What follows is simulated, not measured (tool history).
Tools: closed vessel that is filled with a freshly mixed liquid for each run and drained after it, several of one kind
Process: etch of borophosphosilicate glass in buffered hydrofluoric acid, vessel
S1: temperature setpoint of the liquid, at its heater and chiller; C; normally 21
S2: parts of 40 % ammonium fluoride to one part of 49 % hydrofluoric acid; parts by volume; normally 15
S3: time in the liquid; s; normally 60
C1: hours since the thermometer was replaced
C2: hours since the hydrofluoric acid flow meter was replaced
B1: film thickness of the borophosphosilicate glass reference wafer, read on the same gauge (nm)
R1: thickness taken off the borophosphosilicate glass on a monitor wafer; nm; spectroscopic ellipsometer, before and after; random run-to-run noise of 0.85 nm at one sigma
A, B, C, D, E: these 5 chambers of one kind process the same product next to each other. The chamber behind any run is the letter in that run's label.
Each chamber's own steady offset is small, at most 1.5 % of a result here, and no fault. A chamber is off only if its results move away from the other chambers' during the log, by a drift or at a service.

run,day,S1,S2,S3,C1,C2,B1,R1
1C,0.229,21,15,60,600.9,699.5,70.018,118.460
2D,0.512,21,15,60,380.5,587.6,69.988,119.590
3E,0.796,21,15,60,479.1,159.1,69.995,119.260
4B,0.992,21,15,60,936.9,541.5,69.965,118.520
5A,1.304,21,15,40,443.1,878.4,70.018,79.992
6A,1.588,21,15,40,449.9,885.2,69.993,80.979
7E,1.838,21,15,40,504.1,184.1,70.024,78.945
8B,2.012,21,15,40,961.4,566.0,69.998,79.121
9C,2.212,21,15,40,648.5,747.1,70.037,78.557
10D,2.458,25,15,60,427.2,634.3,69.954,147.940
11D,2.738,25,15,60,433.9,641.0,69.985,146.160
12E,2.875,25,15,60,529.0,209.0,69.982,149.050
13A,3.121,25,15,60,486.7,922.0,70.005,147.720
14B,3.421,25,15,60,995.2,599.8,69.991,147.460
15C,3.583,21,15,60,681.4,780.0,70.008,116.020
16A,3.746,21,15,60,501.7,937.0,69.991,118.510
17E,3.917,21,15,60,554.0,234.0,70.029,120.210
18C,4.221,21,15,60,696.7,795.3,70.010,117.070
19D,4.358,21,13,60,472.8,679.9,70.005,138.180
20B,4.575,21,13,60,1022.9,627.5,69.990,138.840
21B,4.825,21,13,60,1028.9,633.5,69.995,136.090
22D,5.067,21,13,60,489.8,696.9,69.967,138.840
23A,5.246,21,13,60,537.7,973.0,70.000,137.600
24C,5.408,21,15,60,725.2,823.8,69.984,119.360
25E,5.542,21,15,60,593.0,273.0,69.977,117.870
26D,5.846,21,15,60,508.5,715.6,70.025,116.960
27A,6.083,21,15,60,557.8,993.1,70.029,121.870
28E,6.383,21,15,60,613.2,293.2,70.028,118.100
29B,6.692,21,15,60,1073.7,678.3,69.982,120.480
30C,6.950,21,15,60,762.2,860.8,70.009,118.640
# day 7.012: chamber C: hydrofluoric acid flow meter replaced
31D,7.138,21,15,60,539.5,746.6,70.022,120.260
32E,7.342,21,15,60,636.2,316.2,70.001,118.970
33B,7.592,21,15,60,1095.3,699.9,70.045,120.240
34C,7.771,21,15,60,781.9,18.2,70.001,115.980
35A,7.925,21,15,60,602.0,1037.3,69.982,120.770
36D,8.204,21,15,60,565.1,772.2,69.991,120.670

Predict what each chamber gives when all 5 of them run the settings below next.
37A,8.429,21,15,40,,,,?
37B,8.429,21,15,40,,,,?
37C,8.429,21,15,40,,,,?
37D,8.429,21,15,40,,,,?
37E,8.429,21,15,40,,,,?

run,R1
37A,79.134
37B,78.898
37C,78.398
37D,79.986
37E,78.277

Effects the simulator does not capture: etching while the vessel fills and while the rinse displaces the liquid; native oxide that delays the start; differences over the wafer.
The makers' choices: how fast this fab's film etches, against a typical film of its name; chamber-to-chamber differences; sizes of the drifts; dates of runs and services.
